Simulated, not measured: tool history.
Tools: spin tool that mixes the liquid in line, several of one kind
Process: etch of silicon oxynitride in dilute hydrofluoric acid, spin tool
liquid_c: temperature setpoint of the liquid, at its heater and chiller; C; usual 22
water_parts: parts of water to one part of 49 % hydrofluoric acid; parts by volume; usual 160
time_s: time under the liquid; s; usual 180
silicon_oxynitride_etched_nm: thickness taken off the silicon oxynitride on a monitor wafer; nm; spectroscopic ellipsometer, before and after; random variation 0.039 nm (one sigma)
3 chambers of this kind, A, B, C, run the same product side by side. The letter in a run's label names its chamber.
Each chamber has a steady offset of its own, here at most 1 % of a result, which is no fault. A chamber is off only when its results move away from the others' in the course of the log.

run,day,liquid_c,water_parts,time_s,hours since the thermometer was replaced,hours since the hydrofluoric acid flow meter was replaced,"read-back film thickness of the silicon oxynitride reference wafer, read on the same gauge (nm)",silicon_oxynitride_etched_nm
1B,0.375,22,160,180,209.2,866,29.931,2.3704
2C,0.758,22,160,180,55.9,1135,29.973,2.3011
3A,1.267,22,160,180,737.7,1449.1,30.041,2.3035
4A,1.746,22,160,180,749.2,1460.6,29.98,2.3096
5C,2.083,22,160,180,87.7,1166.8,29.994,2.3395
6B,2.421,22,160,180,258.3,915.1,30.015,2.2777
7C,2.929,22,160,180,108,1187.1,29.973,2.2864
8A,3.483,22,160,180,790.9,1502.3,30.048,2.2978
9B,3.892,22,160,180,293.6,950.4,30,2.3309
10A,4.292,22,160,180,810.3,1521.7,29.988,2.2801
11C,4.775,22,160,180,152.3,1231.4,29.984,2.2224
12B,5.275,22,160,180,326.8,983.6,29.996,2.4127
13C,5.621,22,160,180,172.6,1251.7,30.004,2.2435
14A,6.004,19.5,160,105,851.4,1562.8,29.973,1.2085
15B,6.404,19.5,160,105,353.9,1010.7,30.064,1.1911
16C,6.8,19.5,160,105,200.9,1280,29.964,1.1329
17A,7.208,22,160,180,880.3,1591.7,30.038,2.3533
# day 7.238: chamber B: hydrofluoric acid flow meter replaced
18B,7.708,22,160,180,385.2,11.3,30.016,2.3372
19A,8.021,22,160,180,899.8,1611.2,30.062,2.3068
20C,8.583,22,160,180,243.7,1322.8,30.034,2.198
21B,9,22,160,180,416.2,42.3,29.982,2.312
22A,9.392,22,160,180,932.7,1644.1,29.952,2.2471
23C,9.867,22,160,180,274.5,1353.6,30.016,2.0677
24B,10.154,22,160,180,443.9,70,29.954,2.345
25B,10.554,22,160,180,453.5,79.6,29.97,2.3446
26C,11.004,22,160,180,301.8,1380.9,29.984,2.087
27A,11.592,22,160,180,985.5,1696.9,30.02,2.2949
28B,12.138,22,160,180,491.5,117.6,29.969,2.3143

All 3 chambers run these settings next. Forecast each chamber's results:
29A,12.583,22,210,180,,,,?
29B,12.583,22,210,180,,,,?
29C,12.583,22,210,180,,,,?

run,silicon_oxynitride_etched_nm
29A,1.754
29B,1.7419
29C,1.4939
